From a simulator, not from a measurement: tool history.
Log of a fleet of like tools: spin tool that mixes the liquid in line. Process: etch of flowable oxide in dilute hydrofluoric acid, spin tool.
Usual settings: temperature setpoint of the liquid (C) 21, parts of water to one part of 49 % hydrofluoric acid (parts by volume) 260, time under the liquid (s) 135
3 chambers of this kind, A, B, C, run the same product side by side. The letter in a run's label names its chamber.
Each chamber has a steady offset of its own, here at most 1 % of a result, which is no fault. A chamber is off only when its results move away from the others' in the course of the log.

run,hour,temperature setpoint of the liquid (C),parts of water to one part of 49 % hydrofluoric acid (parts by volume),time under the liquid (s),"read-back film thickness of the flowable oxide reference wafer, read on the same gauge (nm)",thickness taken off the flowable oxide on a monitor wafer (angstrom)
1A,5,21,260,135,50.007,227.83
2B,8.2,21,260,135,49.968,230.78
3C,10.8,21,260,135,49.983,226.49
4C,14.1,21,260,135,50.001,228.89
5A,16.9,21,260,135,50.003,230.06
6B,21.8,21,260,135,50.035,229.49
7C,24.8,21,260,135,50.02,226.83
8B,28.6,21,260,135,50.011,227.27
9A,32.2,21,260,135,50,228.18
10C,37.1,21,260,65,50.021,108.87
11B,40,21,260,65,50.003,109.25
12A,42.8,21,260,65,49.993,109.42
13C,46.8,21,260,135,49.996,231.99
14A,49.5,21,260,135,49.998,226.87
15B,52.4,21,260,135,49.992,224.28
16C,57.5,21,260,135,50.032,228.27
17B,60.3,21,260,135,49.989,226.25
18A,63,21,260,135,50.004,229.62
19B,65.2,21,260,135,50.001,227.23
20C,70.3,21,260,135,50.017,226.81
21A,74.1,21,260,135,50.001,228.08
22B,77.7,21,135,135,50.014,502.82
23A,81.9,21,135,135,50.014,506.44
24C,84.2,21,135,135,50.015,489.8
25B,88.5,21,260,135,50.023,226.56
26A,93.2,18,165,135,49.984,353.79
27C,96.8,18,165,135,49.977,349.42
28C,99.7,18,165,135,50.028,343.87
29A,102.2,21,260,135,50.005,226.68
30B,106.8,21,260,135,50.016,228.56
31C,109.2,21,260,190,50.003,317.88
32A,113.2,21,260,190,50.026,315.74
33B,118.1,21,260,190,49.991,315.73
34B,120.6,21,260,135,49.977,227.36
35A,124,25,260,135,49.989,262.68
36C,126.3,25,260,135,50.009,263.67
37C,129.8,25,260,135,49.992,264.62
38A,134.5,21,260,135,50.004,228.08
39B,138.6,21,260,135,49.979,227.62

Next, every chamber runs the same settings. What will each give?
40A,142.3,21,260,135,,?
40B,142.3,21,260,135,,?
40C,142.3,21,260,135,,?

run,thickness taken off the flowable oxide on a monitor wafer (angstrom)
40A,229.35
40B,224.52
40C,228.31
